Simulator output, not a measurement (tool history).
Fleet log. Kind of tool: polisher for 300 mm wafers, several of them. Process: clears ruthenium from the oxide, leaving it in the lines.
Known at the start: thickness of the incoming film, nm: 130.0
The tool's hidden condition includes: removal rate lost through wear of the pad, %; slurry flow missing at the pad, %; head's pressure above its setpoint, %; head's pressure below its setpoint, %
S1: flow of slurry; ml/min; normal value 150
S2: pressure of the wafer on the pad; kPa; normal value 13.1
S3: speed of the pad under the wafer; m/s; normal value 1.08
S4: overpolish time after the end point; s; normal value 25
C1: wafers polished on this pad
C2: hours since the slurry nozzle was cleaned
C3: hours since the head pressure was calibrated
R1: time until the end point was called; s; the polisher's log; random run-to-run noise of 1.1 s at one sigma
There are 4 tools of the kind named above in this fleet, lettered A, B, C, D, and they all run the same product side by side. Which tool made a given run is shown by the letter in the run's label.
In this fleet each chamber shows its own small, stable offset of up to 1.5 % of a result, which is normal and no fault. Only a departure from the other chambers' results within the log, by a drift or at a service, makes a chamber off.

run   hour   S1    S2    S3  S4    C1     C2     C3       R1
 1C   13.6  150  13.1  1.08  25   677  189.3  476.5  106.990
 2A   19.9  150  13.1  1.08  25   663   98.9  396.2  106.460
 3D   28.5  150  13.1  1.08  25   523  199.8  188.8  107.150
 4B   41.8  150  13.1  1.08  25  1006   70.3  257.7  107.220
      44.1  -- chamber D: slurry nozzle cleaned
 5A   55.5  110  13.1  1.08  31   976  134.5  431.8  112.940
      64.8  -- chamber D: worn pad replaced by a new one
 6D   67.9  110  13.1  1.08  31    27   23.8  228.2  111.710
 7B   75.4  110  13.1  1.08  31  1302  103.9  291.3  117.030
      82.5  -- chamber C: worn pad replaced by a new one
      84.4  -- chamber C: head pressure recalibrated
 8C   86.7  110  13.1  1.08  31    37  262.4    2.4  114.650
 9D   92.7  150  13.1  1.08  25   246   48.6  253.0  106.500
10B   99.3  150  13.1  1.08  25  1513  127.8  315.2  108.700
     100.5  -- chamber B: worn pad replaced by a new one
11A  110.1  150  13.1  1.08  25  1457  189.1  486.4  107.830
12C  120.4  150  13.1  1.08  25   334  296.1   36.1  110.210
13A  129.0  105  10.3  1.08  25  1624  208.0  505.3  145.360
14D  135.8  105  10.3  1.08  25   625   91.7  296.1  141.080
15C  146.8  105  10.3  1.08  25   567  322.5   62.5  146.240
16B  154.3  105  10.3  1.08  25   474  182.8  370.2  147.390
17B  160.4  130  13.1  1.08  25   528  188.9  376.3  112.460
     161.2  -- chamber D: worn pad replaced by a new one
18C  173.2  130  13.1  1.08  25   799  348.9   88.9  110.950
19A  181.0  130  13.1  1.08  25  2082  260.0  557.3  111.040
20D  193.1  130  13.1  1.08  25   281  149.0  353.4  109.700
21D  202.7  150  13.1  1.08  25   365  158.6  363.0  107.990
22B  212.7  150  13.1  1.08  25   989  241.2  428.6  109.600
23C  220.9  150  13.1  1.08  25  1219  396.6  136.6  108.470
24A  232.8  150  13.1  1.08  25  2538  311.8  609.1  110.650
     240.0  -- chamber D: slurry nozzle cleaned
     240.9  -- chamber B: worn pad replaced by a new one
25C  244.4  150  13.1  1.08  25  1426  420.1  160.1  109.570
26D  254.5  150  13.1  1.08  25   821   14.6  414.8  106.950
     255.9  -- chamber D: worn pad replaced by a new one
     260.2  -- chamber C: worn pad replaced by a new one
27B  263.1  150  13.1  1.08  25   195  291.6  479.0  109.000
28A  275.1  150  13.1  1.08  25  2911  354.1  651.4  112.340
29C  281.3  150  13.1  1.08  25   186  457.0  197.0  108.290
30B  291.2  190  13.1  0.82  25   443  319.7  507.1  140.920
31A  303.8  190  13.1  0.82  25  3164  382.8  680.1  139.090
32D  314.1  190  13.1  0.82  25   512   74.2  474.4  139.260
33A  326.7  190  13.1  0.82  25  3365  405.7  703.0  146.000
34C  339.4  150  13.1  1.08  25   698  515.1  255.1  107.900
     345.0  -- chamber D: worn pad replaced by a new one
35B  349.4  150  13.1  1.08  25   956  377.9  565.3  109.100
36D  361.9  150  13.1  1.08  25   149  122.0  522.2  105.270
37D  370.1  150  10.3  1.08  38   221  130.2  530.4  134.360
38A  381.2  150  10.3  1.08  38  3845  460.2  757.5  146.570
39C  387.8  150  10.3  1.08  38  1124  563.5  303.5  135.710
40B  394.5  150  10.3  1.08  38  1353  423.0  610.4  139.670
41B  403.5  150  13.1  1.20  39  1432  432.0  619.4   99.217
42A  415.2  150  13.1  1.20  39  4145  494.2  791.5  106.700
     419.1  -- chamber C: worn pad replaced by a new one
43C  427.5  150  13.1  1.20  39    74  603.2  343.2   96.566

Predict what each chamber gives when all 4 of them run the settings below next.
44A  437.4  185  13.1  1.08  25               ?
44B  437.4  185  13.1  1.08  25               ?
44C  437.4  185  13.1  1.08  25               ?
44D  437.4  185  13.1  1.08  25               ?

run       R1
44A  116.150
44B  106.180
44C  103.720
44D  102.650

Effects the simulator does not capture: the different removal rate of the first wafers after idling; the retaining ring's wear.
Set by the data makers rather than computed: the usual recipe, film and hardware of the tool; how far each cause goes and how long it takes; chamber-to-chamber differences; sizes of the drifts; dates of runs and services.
